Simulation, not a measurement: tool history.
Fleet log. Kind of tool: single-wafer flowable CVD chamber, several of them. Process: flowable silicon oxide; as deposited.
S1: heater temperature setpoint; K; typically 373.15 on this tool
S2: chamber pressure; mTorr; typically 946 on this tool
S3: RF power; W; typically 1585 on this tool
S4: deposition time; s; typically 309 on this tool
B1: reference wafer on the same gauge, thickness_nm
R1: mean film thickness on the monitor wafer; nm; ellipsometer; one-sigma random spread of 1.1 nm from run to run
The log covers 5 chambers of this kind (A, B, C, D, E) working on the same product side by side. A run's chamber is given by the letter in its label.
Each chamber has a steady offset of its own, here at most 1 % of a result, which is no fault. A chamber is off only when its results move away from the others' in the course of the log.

run	hour	S1	S2	S3	S4	B1	R1
1D	6.5	373.15	946	1585	309	258.88	220.66
2A	16.7	373.15	946	1585	309	259.14	218.35
3E	26.0	373.15	946	1585	309	259.42	218.46
4B	32.9	373.15	946	1585	309	259.32	221.55
# hour 36.8: chamber E: RF generator calibrated
5C	42.8	373.15	946	1585	309	259.17	218.15
# hour 43.5: chamber A: RF generator calibrated
6A	49.5	373.15	946	1585	309	258.99	215.62
7B	57.4	373.15	946	1585	309	259.18	218.21
8C	67.2	373.15	946	1585	309	259.29	218.05
9D	74.5	373.15	946	1585	309	258.85	219.28
10E	83.6	373.15	946	1585	309	259.39	217.79
11A	94.6	373.15	946	1585	309	258.86	216.48
12C	101.5	373.15	946	1585	309	258.95	218.68
13E	107.9	373.15	946	1585	309	259.03	218.93
14D	118.7	373.15	791	1375	309	259.08	167.15
15B	125.6	373.15	791	1375	309	259.32	165.41
16C	134.4	373.15	791	1375	309	259.09	166.46
17D	140.8	373.15	791	1375	309	259.12	166.84
18E	146.3	373.15	791	1375	309	258.60	166.11
19B	153.0	373.15	946	1585	367	258.94	262.92
# hour 160.8: chamber B: RF generator calibrated
20A	162.9	373.15	946	1585	367	259.39	261.06
21D	168.7	373.15	946	1585	367	258.98	260.55
22B	178.3	373.15	946	1585	367	259.14	261.28
23A	188.1	373.15	946	1585	367	258.87	258.38
24E	195.7	373.15	946	1585	309	259.01	218.62
25C	205.6	373.15	946	1585	309	259.05	219.54
26B	210.6	373.15	946	1585	309	258.63	220.02
27E	216.7	373.15	1099	1585	333	259.01	282.26
28C	224.2	373.15	1099	1585	333	259.00	283.57
29A	235.1	373.15	1099	1585	333	258.48	279.56
30D	243.8	373.15	1099	1585	333	259.04	281.02
31A	252.8	373.15	1099	1585	333	258.87	281.72
32C	259.8	373.15	946	1585	338	258.64	238.75

One chamber off, gauge drift, or nothing amiss beyond the chambers' own small offsets? If it is a chamber, which one, and what is the likeliest cause?

All chambers stay in line apart from their small fixed offsets, and the gauge does not drift.
